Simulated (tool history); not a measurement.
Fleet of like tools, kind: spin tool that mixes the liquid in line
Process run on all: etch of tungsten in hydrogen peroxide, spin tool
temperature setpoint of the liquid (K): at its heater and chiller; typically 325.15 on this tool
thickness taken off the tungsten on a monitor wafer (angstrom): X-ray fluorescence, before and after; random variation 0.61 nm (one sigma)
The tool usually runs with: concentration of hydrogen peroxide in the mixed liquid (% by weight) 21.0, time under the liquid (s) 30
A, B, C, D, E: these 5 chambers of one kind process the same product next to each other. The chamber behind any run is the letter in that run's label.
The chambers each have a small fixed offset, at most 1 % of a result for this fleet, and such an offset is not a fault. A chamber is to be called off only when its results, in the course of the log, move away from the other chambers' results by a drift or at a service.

run,hour,temperature setpoint of the liquid (K),concentration of hydrogen peroxide in the mixed liquid (% by weight),time under the liquid (s),hours since the thermometer was replaced,hours since the peroxide flow meter was replaced,hours since the heated supply line was repaired,hours since the drum of peroxide was connected,"read-back film thickness of the tungsten reference wafer, read on the same gauge (nm)",thickness taken off the tungsten on a monitor wafer (angstrom)
1C,5.3,325.15,21.0,30,1025.5,178.4,1074.7,960.1,100.010,975.73
2E,9.8,325.15,21.0,30,525.3,404.3,755.0,316.0,100.000,953.26
3D,13.2,325.15,21.0,30,1532.7,1297.7,2012.3,426.5,99.978,978.42
4A,15.7,325.15,21.0,30,274.6,287.7,24.8,272.8,99.998,961.67
5B,18.9,325.15,21.0,30,1562.4,2138.1,2005.6,243.6,100.040,974.50
6A,23.1,325.15,21.0,30,282.0,295.1,32.2,280.2,100.030,982.66
# hour 25.7: chamber D: peroxide flow meter replaced
7E,28.0,331.65,21.0,30,543.5,422.5,773.2,334.2,99.959,1416.70
8B,32.4,331.65,21.0,30,1575.9,2151.6,2019.1,257.1,99.970,1426.70
9D,37.5,331.65,21.0,30,1557.0,11.9,2036.6,450.8,100.030,1442.20
10C,41.3,331.65,21.0,30,1061.5,214.4,1110.7,996.1,100.060,1446.70
# hour 43.6: chamber D: new drum of peroxide connected
11C,46.5,331.65,21.0,30,1066.7,219.6,1115.9,1001.3,100.010,1419.40
12A,51.8,331.65,21.0,30,310.7,323.8,60.9,308.9,99.995,1413.30
13D,56.2,331.65,21.0,30,1575.7,30.6,2055.3,12.7,99.968,1445.00
14B,60.3,331.65,21.0,30,1603.8,2179.5,2047.0,285.0,99.971,1420.40
15E,64.6,331.65,21.0,30,580.1,459.1,809.8,370.8,99.996,1378.00
16D,67.5,331.65,21.0,30,1587.0,41.9,2066.6,24.0,99.978,1441.90
# hour 71.5: chamber B: peroxide flow meter replaced
17C,72.2,325.15,21.0,30,1092.4,245.3,1141.6,1027.0,100.010,981.35
18A,76.9,325.15,17.5,30,335.8,348.9,86.0,334.0,99.992,888.35
19E,81.1,325.15,17.5,30,596.6,475.6,826.3,387.3,100.020,848.12
20B,83.9,325.15,17.5,30,1627.4,12.4,2070.6,308.6,100.020,886.81
21D,88.8,325.15,17.5,30,1608.3,63.2,2087.9,45.3,99.967,901.70
22A,92.1,325.15,17.5,30,351.0,364.1,101.2,349.2,100.040,880.44
23B,96.1,325.15,21.0,30,1639.6,24.6,2082.8,320.8,99.988,977.52
24C,100.6,325.15,21.0,30,1120.8,273.7,1170.0,1055.4,100.020,980.31
25E,105.8,325.15,21.0,30,621.3,500.3,851.0,412.0,99.999,920.93
26D,110.6,325.15,21.0,30,1630.1,85.0,2109.7,67.1,100.000,973.61
27E,114.7,325.15,21.0,30,630.2,509.2,859.9,420.9,99.988,914.78
28B,118.6,325.15,21.0,30,1662.1,47.1,2105.3,343.3,100.010,982.50
# hour 119.1: chamber E: peroxide flow meter replaced
29C,123.4,325.15,21.0,30,1143.6,296.5,1192.8,1078.2,100.000,978.19
30A,127.8,325.15,21.0,30,386.7,399.8,136.9,384.9,100.020,973.98
31B,132.3,325.15,21.0,30,1675.8,60.8,2119.0,357.0,99.937,969.49
32C,135.0,325.15,21.0,30,1155.2,308.1,1204.4,1089.8,99.965,980.43
33E,139.1,325.15,21.0,30,654.6,20.0,884.3,445.3,100.000,916.28
# hour 140.7: chamber E: new drum of peroxide connected
34D,142.5,325.15,21.0,30,1662.0,116.9,2141.6,99.0,100.020,974.92
35A,147.8,325.15,21.0,30,406.7,419.8,156.9,404.9,99.975,975.32
36E,151.9,325.15,21.0,30,667.4,32.8,897.1,11.3,99.998,903.18
37C,154.4,325.15,21.0,30,1174.6,327.5,1223.8,1109.2,99.970,981.96
38A,157.8,325.15,21.0,30,416.7,429.8,166.9,414.9,100.060,969.95
39D,162.5,325.15,21.0,30,1682.0,136.9,2161.6,119.0,100.020,975.84
40B,165.3,325.15,21.0,30,1708.8,93.8,2152.0,390.0,100.020,964.01

Is one chamber out of step, is the gauge drifting, or do the chambers differ by no more than their own small offsets? For an off chamber, give its letter and the likeliest cause.

It is chamber E that slowly wanders off from its peers.
Most likely cause: temperature lost on the way to the wafer (K) = 1.22.
With only this log, it may be confused with: liquid colder than its thermometer reads (K).

Here are 4 candidates for chamber E's next run, each the usual settings with a change, their results left as question marks. Which one brings its results back in line with what the others give on the usual settings?
A result is in line if it is within this distance of the other chambers' mean on the usual settings: thickness taken off the tungsten on a monitor wafer (angstrom) 21.00
41E-1,169.3,325.15,15.5,30,,,,,,?
41E-2,169.3,326.65,21.0,30,,,,,,?
41E-3,169.3,323.65,21.0,30,,,,,,?
41E-4,169.3,327.65,21.0,30,,,,,,?

What the other chambers average on the usual settings: thickness taken off the tungsten on a monitor wafer (angstrom) 973.40
run,thickness taken off the tungsten on a monitor wafer (angstrom)
41E-1,769.46
41E-2,977.01
41E-3,816.03
41E-4,1036.90
41E-2 is the one that brings the chamber's results back in line with the other chambers.
